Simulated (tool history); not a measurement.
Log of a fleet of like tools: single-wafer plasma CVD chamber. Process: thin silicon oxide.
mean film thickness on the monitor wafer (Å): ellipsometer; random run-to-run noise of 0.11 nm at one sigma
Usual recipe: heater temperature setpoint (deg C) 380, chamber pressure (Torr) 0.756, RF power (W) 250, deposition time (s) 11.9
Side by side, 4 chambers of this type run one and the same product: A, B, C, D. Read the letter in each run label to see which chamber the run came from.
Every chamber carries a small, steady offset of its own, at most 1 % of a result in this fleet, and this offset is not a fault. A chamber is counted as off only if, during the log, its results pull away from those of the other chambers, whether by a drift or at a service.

| run | hour | heater temperature setpoint (deg C) | chamber pressure (Torr) | RF power (W) | deposition time (s) | hours since the last thermocouple change | hours since the last RF generator calibration | hours since the last manometer calibration | read-back reference wafer on the same gauge, thickness_nm | mean film thickness on the monitor wafer (Å) |
|---|---|---|---|---|---|---|---|---|---|---|
| 1C | 3.2 | 380 | 0.756 | 250 | 11.9 | 1321.5 | 2035.1 | 973.5 | 19.297 | 193.38 |
| 2D | 7.8 | 380 | 0.756 | 250 | 11.9 | 1850.8 | 526.3 | 1807.6 | 19.306 | 195.08 |
| 3B | 10.7 | 380 | 0.756 | 250 | 11.9 | 1477.7 | 419.7 | 917.0 | 19.286 | 192.76 |
| 4A | 13.6 | 380 | 0.756 | 250 | 11.9 | 265.6 | 1543.2 | 838.6 | 19.324 | 192.61 |
| 5D | 16.8 | 380 | 0.756 | 250 | 11.9 | 1859.8 | 535.3 | 1816.6 | 19.294 | 194.94 |
| 6A | 19.1 | 380 | 0.756 | 250 | 11.9 | 271.1 | 1548.7 | 844.1 | 19.277 | 191.43 |
| 7B | 22.2 | 380 | 0.756 | 250 | 11.9 | 1489.2 | 431.2 | 928.5 | 19.279 | 193.08 |
| 8C | 26.1 | 380 | 0.756 | 250 | 11.9 | 1344.4 | 2058.0 | 996.4 | 19.310 | 193.69 |
| 9C | 29.7 | 380 | 0.756 | 215 | 11.9 | 1348.0 | 2061.6 | 1000.0 | 19.282 | 182.16 |
| 10A | 34.3 | 380 | 0.756 | 215 | 11.9 | 286.3 | 1563.9 | 859.3 | 19.329 | 181.23 |
| 11D | 39.0 | 380 | 0.756 | 215 | 11.9 | 1882.0 | 557.5 | 1838.8 | 19.303 | 180.60 |
| 12B | 42.4 | 380 | 0.756 | 215 | 11.9 | 1509.4 | 451.4 | 948.7 | 19.285 | 179.57 |
| 13B | 47.5 | 386 | 0.756 | 270 | 11.9 | 1514.5 | 456.5 | 953.8 | 19.343 | 200.36 |
| 14C | 50.1 | 386 | 0.756 | 270 | 11.9 | 1368.4 | 2082.0 | 1020.4 | 19.279 | 201.67 |
| 15D | 52.9 | 386 | 0.756 | 270 | 11.9 | 1895.9 | 571.4 | 1852.7 | 19.315 | 200.83 |
| 16A | 56.6 | 386 | 0.756 | 270 | 11.9 | 308.6 | 1586.2 | 881.6 | 19.308 | 199.74 |
|  | 58.7 | chamber C: thermocouple changed; heater temperature recalibrated |
| 17A | 59.3 | 380 | 0.756 | 250 | 11.9 | 311.3 | 1588.9 | 884.3 | 19.317 | 193.41 |
| 18C | 61.7 | 380 | 0.756 | 250 | 11.9 | 3.1 | 2093.6 | 1032.0 | 19.263 | 194.83 |
| 19D | 64.6 | 380 | 0.756 | 250 | 11.9 | 1907.6 | 583.1 | 1864.4 | 19.291 | 192.55 |
| 20B | 69.2 | 380 | 0.756 | 250 | 11.9 | 1536.2 | 478.2 | 975.5 | 19.315 | 193.39 |
| 21B | 71.8 | 380 | 0.756 | 250 | 11.9 | 1538.8 | 480.8 | 978.1 | 19.303 | 193.23 |
| 22A | 75.2 | 380 | 0.756 | 250 | 11.9 | 327.2 | 1604.8 | 900.2 | 19.302 | 194.35 |
| 23D | 79.8 | 380 | 0.756 | 250 | 11.9 | 1922.8 | 598.3 | 1879.6 | 19.309 | 192.44 |
| 24C | 85.0 | 380 | 0.756 | 250 | 11.9 | 26.4 | 2116.9 | 1055.3 | 19.278 | 195.55 |
| 25B | 87.8 | 380 | 0.756 | 250 | 11.9 | 1554.8 | 496.8 | 994.1 | 19.319 | 190.70 |
| 26C | 90.1 | 380 | 0.756 | 250 | 11.9 | 31.5 | 2122.0 | 1060.4 | 19.318 | 194.86 |
|  | 92.2 | chamber C: RF generator calibrated |
| 27A | 92.7 | 380 | 0.756 | 250 | 11.9 | 344.7 | 1622.3 | 917.7 | 19.324 | 194.34 |
| 28D | 97.4 | 380 | 0.756 | 250 | 11.9 | 1940.4 | 615.9 | 1897.2 | 19.295 | 193.29 |
| 29D | 101.9 | 380 | 0.756 | 250 | 11.9 | 1944.9 | 620.4 | 1901.7 | 19.292 | 193.01 |
| 30B | 104.5 | 380 | 0.756 | 250 | 11.9 | 1571.5 | 513.5 | 1010.8 | 19.281 | 192.05 |
|  | 108.0 | chamber B: thermocouple changed; heater temperature recalibrated |
| 31C | 108.8 | 380 | 0.756 | 250 | 11.9 | 50.2 | 16.6 | 1079.1 | 19.306 | 195.12 |
| 32A | 112.6 | 380 | 0.756 | 250 | 11.9 | 364.6 | 1642.2 | 937.6 | 19.304 | 192.18 |
| 33B | 116.3 | 394 | 0.831 | 250 | 11.9 | 8.4 | 525.3 | 1022.6 | 19.318 | 209.44 |
| 34C | 120.2 | 394 | 0.831 | 250 | 11.9 | 61.6 | 28.0 | 1090.5 | 19.281 | 212.90 |
| 35A | 123.5 | 394 | 0.831 | 250 | 11.9 | 375.5 | 1653.1 | 948.5 | 19.284 | 209.80 |
| 36D | 126.3 | 394 | 0.831 | 250 | 11.9 | 1969.3 | 644.8 | 1926.1 | 19.315 | 206.82 |
| 37C | 128.9 | 380 | 0.756 | 250 | 11.9 | 70.3 | 36.7 | 1099.2 | 19.313 | 194.36 |
| 38D | 134.1 | 380 | 0.756 | 285 | 11.9 | 1977.1 | 652.6 | 1933.9 | 19.307 | 200.45 |
| 39B | 139.3 | 380 | 0.756 | 285 | 11.9 | 31.4 | 548.3 | 1045.6 | 19.294 | 202.74 |
| 40A | 142.6 | 380 | 0.756 | 285 | 11.9 | 394.6 | 1672.2 | 967.6 | 19.291 | 205.20 |

Read the log: is a single chamber off, either drifting away or since a service, is the gauge that measures every chamber drifting, or is nothing wrong beyond small per-chamber offsets? Name any odd chamber and what most likely caused it.

One chamber, D, drifts off from the rest bit by bit.
Cause: delivered RF power below the setpoint (%) = 6.78.
The log may not tell that from: true pressure below the setpoint (%).

Here are 4 candidates for chamber D's next run, each the usual settings with a change, their results left as question marks. Which one brings its results back in line with what the others give on the usual settings?
In line here means within this much of the mean the other chambers give on the usual settings: mean film thickness on the monitor wafer (Å) 3.70
| 41D-1 | 146.4 | 380 | 0.744 | 250 | 11.8 |  |  |  |  | ? |
| 41D-2 | 146.4 | 380 | 0.756 | 255 | 12.2 |  |  |  |  | ? |
| 41D-3 | 146.4 | 380 | 0.756 | 285 | 11.9 |  |  |  |  | ? |
| 41D-4 | 146.4 | 380 | 0.709 | 250 | 11.9 |  |  |  |  | ? |

Other chambers, usual settings, mean: mean film thickness on the monitor wafer (Å) 193.66
| run | mean film thickness on the monitor wafer (Å) |
|---|---|
| 41D-1 | 183.65 |
| 41D-2 | 194.66 |
| 41D-3 | 199.61 |
| 41D-4 | 176.26 |
With 41D-2, the chamber falls back in line with the rest.

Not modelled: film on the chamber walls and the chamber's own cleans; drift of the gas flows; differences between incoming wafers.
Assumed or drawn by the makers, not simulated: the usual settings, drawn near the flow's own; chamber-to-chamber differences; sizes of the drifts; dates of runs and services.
